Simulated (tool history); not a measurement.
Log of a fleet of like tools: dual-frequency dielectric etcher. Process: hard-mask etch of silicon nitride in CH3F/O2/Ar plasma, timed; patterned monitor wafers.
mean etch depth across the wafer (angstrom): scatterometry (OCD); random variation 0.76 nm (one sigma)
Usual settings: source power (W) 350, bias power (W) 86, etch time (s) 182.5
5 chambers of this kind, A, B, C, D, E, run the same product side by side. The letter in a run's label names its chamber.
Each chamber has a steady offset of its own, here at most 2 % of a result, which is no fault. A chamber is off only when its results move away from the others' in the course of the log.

| run | hour | source power (W) | bias power (W) | etch time (s) | hours since the last wet clean | hours since the last source power generator calibration | hours since the last bias power generator calibration | read-back reference wafer on the same gauge, depth_nm | mean etch depth across the wafer (angstrom) |
|---|---|---|---|---|---|---|---|---|---|
| 1B | 8.8 | 350 | 86 | 182.5 | 438.5 | 2683.6 | 3941.1 | 122.07 | 1276.90 |
| 2A | 19.4 | 350 | 86 | 182.5 | 25.9 | 2436.9 | 53.7 | 121.91 | 1313.20 |
| 3D | 24.8 | 350 | 86 | 182.5 | 199.1 | 1478.8 | 2964.0 | 122.07 | 1291.10 |
| 4E | 36.3 | 350 | 86 | 182.5 | 74.7 | 2270.9 | 2899.0 | 122.15 | 1292.10 |
| 5C | 44.9 | 350 | 86 | 182.5 | 295.7 | 236.1 | 1608.7 | 121.95 | 1304.60 |
| 6C | 51.2 | 350 | 86 | 182.5 | 302.0 | 242.4 | 1615.0 | 121.92 | 1292.50 |
| 7D | 58.5 | 350 | 86 | 182.5 | 232.8 | 1512.5 | 2997.7 | 121.95 | 1305.60 |
| 8E | 67.4 | 350 | 86 | 182.5 | 105.8 | 2302.0 | 2930.1 | 121.89 | 1311.30 |
| 9A | 72.8 | 350 | 86 | 182.5 | 79.3 | 2490.3 | 107.1 | 122.16 | 1330.10 |
| 10B | 80.5 | 350 | 86 | 182.5 | 510.2 | 2755.3 | 4012.8 | 122.07 | 1298.90 |
|  | 85.7 | chamber B: bias power generator calibrated |
| 11E | 88.5 | 350 | 86 | 182.5 | 126.9 | 2323.1 | 2951.2 | 121.97 | 1297.20 |
| 12D | 99.1 | 350 | 86 | 182.5 | 273.4 | 1553.1 | 3038.3 | 121.87 | 1295.90 |
| 13B | 109.4 | 350 | 86 | 182.5 | 539.1 | 2784.2 | 23.8 | 121.99 | 1274.40 |
|  | 114.7 | chamber B: wet clean of the chamber |
| 14A | 117.3 | 350 | 86 | 182.5 | 123.8 | 2534.8 | 151.6 | 121.95 | 1327.50 |
| 15C | 127.3 | 350 | 86 | 182.5 | 378.1 | 318.5 | 1691.1 | 121.83 | 1297.50 |
| 16D | 135.9 | 350 | 86 | 182.5 | 310.2 | 1589.9 | 3075.1 | 122.04 | 1281.80 |
| 17A | 142.2 | 350 | 86 | 182.5 | 148.7 | 2559.7 | 176.5 | 121.98 | 1306.20 |
| 18C | 153.5 | 350 | 86 | 182.5 | 404.3 | 344.7 | 1717.3 | 121.93 | 1311.10 |
| 19B | 164.9 | 350 | 86 | 182.5 | 50.2 | 2839.7 | 79.3 | 121.94 | 1285.60 |
| 20E | 176.3 | 350 | 78 | 141.0 | 214.7 | 2410.9 | 3039.0 | 122.13 | 958.49 |
| 21C | 181.6 | 350 | 78 | 141.0 | 432.4 | 372.8 | 1745.4 | 121.99 | 980.16 |
|  | 182.7 | chamber D: wet clean of the chamber |
| 22E | 188.3 | 350 | 78 | 141.0 | 226.7 | 2422.9 | 3051.0 | 121.99 | 970.49 |
| 23B | 199.9 | 350 | 78 | 141.0 | 85.2 | 2874.7 | 114.3 | 121.94 | 969.11 |
| 24A | 207.8 | 350 | 78 | 141.0 | 214.3 | 2625.3 | 242.1 | 121.97 | 968.57 |
| 25D | 215.9 | 350 | 86 | 182.5 | 33.3 | 1669.9 | 3155.1 | 121.74 | 1297.30 |
| 26B | 223.9 | 350 | 86 | 182.5 | 109.2 | 2898.7 | 138.3 | 122.03 | 1277.70 |
| 27C | 235.4 | 350 | 86 | 182.5 | 486.2 | 426.6 | 1799.2 | 121.88 | 1321.80 |
| 28A | 246.4 | 350 | 86 | 182.5 | 252.9 | 2663.9 | 280.7 | 121.97 | 1318.10 |
| 29E | 255.7 | 350 | 86 | 182.5 | 294.1 | 2490.3 | 3118.4 | 122.05 | 1297.20 |
| 30D | 266.9 | 350 | 86 | 182.5 | 84.3 | 1720.9 | 3206.1 | 121.98 | 1284.50 |
| 31E | 276.0 | 350 | 86 | 182.5 | 314.4 | 2510.6 | 3138.7 | 121.99 | 1287.20 |
| 32C | 286.9 | 350 | 86 | 182.5 | 537.7 | 478.1 | 1850.7 | 121.86 | 1344.30 |
| 33A | 297.1 | 350 | 86 | 182.5 | 303.6 | 2714.6 | 331.4 | 122.06 | 1306.40 |
| 34B | 305.9 | 350 | 86 | 182.5 | 191.2 | 2980.7 | 220.3 | 122.02 | 1294.60 |
| 35D | 315.8 | 350 | 86 | 182.5 | 133.2 | 1769.8 | 3255.0 | 122.04 | 1278.00 |
| 36D | 322.4 | 350 | 86 | 182.5 | 139.8 | 1776.4 | 3261.6 | 121.99 | 1280.50 |
| 37A | 334.0 | 350 | 86 | 182.5 | 340.5 | 2751.5 | 368.3 | 122.00 | 1312.30 |
| 38E | 343.5 | 350 | 86 | 182.5 | 381.9 | 2578.1 | 3206.2 | 122.15 | 1293.40 |
| 39B | 354.9 | 350 | 86 | 182.5 | 240.2 | 3029.7 | 269.3 | 122.16 | 1291.00 |
| 40C | 364.6 | 350 | 86 | 182.5 | 615.4 | 555.8 | 1928.4 | 122.03 | 1354.10 |
| 41C | 372.6 | 350 | 69 | 182.5 | 623.4 | 563.8 | 1936.4 | 121.94 | 1271.20 |

Next, every chamber runs the same settings. What will each give?
| 42A | 381.0 | 350 | 96 | 182.5 |  |  |  |  | ? |
| 42B | 381.0 | 350 | 96 | 182.5 |  |  |  |  | ? |
| 42C | 381.0 | 350 | 96 | 182.5 |  |  |  |  | ? |
| 42D | 381.0 | 350 | 96 | 182.5 |  |  |  |  | ? |
| 42E | 381.0 | 350 | 96 | 182.5 |  |  |  |  | ? |

| run | mean etch depth across the wafer (angstrom) |
|---|---|
| 42A | 1366.50 |
| 42B | 1344.50 |
| 42C | 1422.20 |
| 42D | 1348.20 |
| 42E | 1347.20 |
